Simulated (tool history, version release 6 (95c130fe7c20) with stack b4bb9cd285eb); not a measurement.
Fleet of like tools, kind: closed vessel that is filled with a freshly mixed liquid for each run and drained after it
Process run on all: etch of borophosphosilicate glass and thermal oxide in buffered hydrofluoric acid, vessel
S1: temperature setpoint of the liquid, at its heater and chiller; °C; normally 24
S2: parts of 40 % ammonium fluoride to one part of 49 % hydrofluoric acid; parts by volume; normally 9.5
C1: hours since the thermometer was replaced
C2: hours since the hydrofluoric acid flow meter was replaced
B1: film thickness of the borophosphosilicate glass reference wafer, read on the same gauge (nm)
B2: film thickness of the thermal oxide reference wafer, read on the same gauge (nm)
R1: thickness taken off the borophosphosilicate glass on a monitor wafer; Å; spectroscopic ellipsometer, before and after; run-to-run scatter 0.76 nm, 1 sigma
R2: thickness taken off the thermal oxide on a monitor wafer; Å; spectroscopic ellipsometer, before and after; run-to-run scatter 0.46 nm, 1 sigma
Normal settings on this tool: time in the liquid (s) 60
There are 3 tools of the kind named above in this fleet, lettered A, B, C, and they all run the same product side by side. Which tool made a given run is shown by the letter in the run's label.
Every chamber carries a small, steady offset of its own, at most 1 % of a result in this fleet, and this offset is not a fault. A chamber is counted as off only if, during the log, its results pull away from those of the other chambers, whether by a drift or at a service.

-- hour=8.8 chamber B: hydrofluoric acid flow meter replaced
run 1A hour=12.9 | S1=24 S2=9.5 time_in_the_liquid_(s)=60 | C1=615.6 C2=2377.0 | B1=49.989 B2=70.018 | R1=770.53 R2=704.74
run 2B hour=20.8 | S1=24 S2=9.5 time_in_the_liquid_(s)=60 | C1=814.3 C2=12.0 | B1=50.005 B2=69.999 | R1=777.44 R2=708.81
-- hour=30.7 chamber A: hydrofluoric acid flow meter replaced
run 3C hour=32.5 | S1=24 S2=9.5 time_in_the_liquid_(s)=60 | C1=672.0 C2=62.9 | B1=49.992 B2=70.009 | R1=780.47 R2=722.21
-- hour=36.9 chamber A: thermometer replaced
run 4A hour=42.8 | S1=24 S2=9.5 time_in_the_liquid_(s)=60 | C1=6.0 C2=12.2 | B1=49.994 B2=69.982 | R1=785.96 R2=706.78
run 5C hour=56.1 | S1=24 S2=9.5 time_in_the_liquid_(s)=60 | C1=695.6 C2=86.5 | B1=50.006 B2=70.002 | R1=768.08 R2=716.37
run 6B hour=65.4 | S1=24 S2=8.0 time_in_the_liquid_(s)=45 | C1=858.9 C2=56.6 | B1=50.024 B2=70.010 | R1=680.00 R2=622.37
run 7A hour=71.5 | S1=24 S2=8.0 time_in_the_liquid_(s)=45 | C1=34.7 C2=40.9 | B1=49.991 B2=69.987 | R1=685.56 R2=618.16
run 8B hour=79.9 | S1=24 S2=8.0 time_in_the_liquid_(s)=45 | C1=873.4 C2=71.1 | B1=50.009 B2=70.001 | R1=681.02 R2=626.52
run 9C hour=89.5 | S1=24 S2=9.5 time_in_the_liquid_(s)=60 | C1=729.0 C2=119.9 | B1=50.009 B2=70.012 | R1=781.50 R2=707.79
run 10C hour=100.8 | S1=24 S2=9.5 time_in_the_liquid_(s)=45 | C1=740.3 C2=131.2 | B1=49.997 B2=69.993 | R1=564.71 R2=542.04
run 11B hour=109.0 | S1=24 S2=9.5 time_in_the_liquid_(s)=45 | C1=902.5 C2=100.2 | B1=49.989 B2=69.989 | R1=577.96 R2=526.65
run 12A hour=116.6 | S1=24 S2=9.5 time_in_the_liquid_(s)=45 | C1=79.8 C2=86.0 | B1=50.013 B2=69.976 | R1=583.18 R2=530.52
run 13C hour=122.4 | S1=24 S2=9.5 time_in_the_liquid_(s)=60 | C1=761.9 C2=152.8 | B1=49.994 B2=70.007 | R1=755.00 R2=708.42
run 14A hour=132.7 | S1=26 S2=9.5 time_in_the_liquid_(s)=45 | C1=95.9 C2=102.1 | B1=49.995 B2=70.001 | R1=640.16 R2=588.35
run 15B hour=139.1 | S1=26 S2=9.5 time_in_the_liquid_(s)=45 | C1=932.6 C2=130.3 | B1=50.005 B2=70.005 | R1=652.44 R2=589.83
run 16B hour=152.1 | S1=26 S2=9.5 time_in_the_liquid_(s)=45 | C1=945.6 C2=143.3 | B1=49.995 B2=69.988 | R1=646.29 R2=590.46
run 17A hour=159.7 | S1=24 S2=9.5 time_in_the_liquid_(s)=60 | C1=122.9 C2=129.1 | B1=50.002 B2=69.987 | R1=767.00 R2=698.83
run 18C hour=170.1 | S1=24 S2=9.5 time_in_the_liquid_(s)=60 | C1=809.6 C2=200.5 | B1=49.983 B2=70.020 | R1=751.56 R2=714.56
run 19B hour=182.4 | S1=24 S2=9.5 time_in_the_liquid_(s)=60 | C1=975.9 C2=173.6 | B1=49.999 B2=70.012 | R1=782.26 R2=706.74
run 20C hour=191.5 | S1=24 S2=9.5 time_in_the_liquid_(s)=60 | C1=831.0 C2=221.9 | B1=49.989 B2=70.002 | R1=768.52 R2=704.34
run 21A hour=204.6 | S1=24 S2=9.5 time_in_the_liquid_(s)=60 | C1=167.8 C2=174.0 | B1=49.979 B2=70.007 | R1=790.37 R2=713.20
run 22C hour=215.6 | S1=24 S2=7.0 time_in_the_liquid_(s)=75 | C1=855.1 C2=246.0 | B1=49.998 B2=70.004 | R1=1299.50 R2=1222.50
run 23B hour=223.4 | S1=24 S2=7.0 time_in_the_liquid_(s)=75 | C1=1016.9 C2=214.6 | B1=49.994 B2=69.993 | R1=1342.10 R2=1201.40
run 24A hour=233.0 | S1=24 S2=7.0 time_in_the_liquid_(s)=75 | C1=196.2 C2=202.4 | B1=49.995 B2=69.985 | R1=1292.40 R2=1182.20
run 25B hour=245.0 | S1=24 S2=9.5 time_in_the_liquid_(s)=60 | C1=1038.5 C2=236.2 | B1=50.014 B2=70.004 | R1=770.49 R2=706.78
-- hour=247.5 chamber B: thermometer replaced
run 26C hour=256.5 | S1=24 S2=9.5 time_in_the_liquid_(s)=60 | C1=896.0 C2=286.9 | B1=50.017 B2=70.005 | R1=770.64 R2=710.37
run 27A hour=266.8 | S1=24 S2=9.5 time_in_the_liquid_(s)=60 | C1=230.0 C2=236.2 | B1=50.003 B2=70.005 | R1=762.99 R2=719.40
run 28C hour=279.4 | S1=24 S2=9.5 time_in_the_liquid_(s)=60 | C1=918.9 C2=309.8 | B1=50.006 B2=70.013 | R1=750.79 R2=713.12
run 29B hour=286.3 | S1=24 S2=9.5 time_in_the_liquid_(s)=60 | C1=38.9 C2=277.5 | B1=50.002 B2=69.989 | R1=766.99 R2=709.96
run 30A hour=295.1 | S1=24 S2=9.5 time_in_the_liquid_(s)=60 | C1=258.3 C2=264.5 | B1=49.999 B2=70.017 | R1=781.81 R2=710.48

Predict what each chamber gives when all 3 of them run the settings below next.
run 31A hour=304.7 | S1=24 S2=9.5 time_in_the_liquid_(s)=35 | R1=? R2=?
run 31B hour=304.7 | S1=24 S2=9.5 time_in_the_liquid_(s)=35 | R1=? R2=?
run 31C hour=304.7 | S1=24 S2=9.5 time_in_the_liquid_(s)=35 | R1=? R2=?

run=31A R1=448.04 R2=410.66
run=31B R1=453.77 R2=409.04
run=31C R1=448.63 R2=414.96
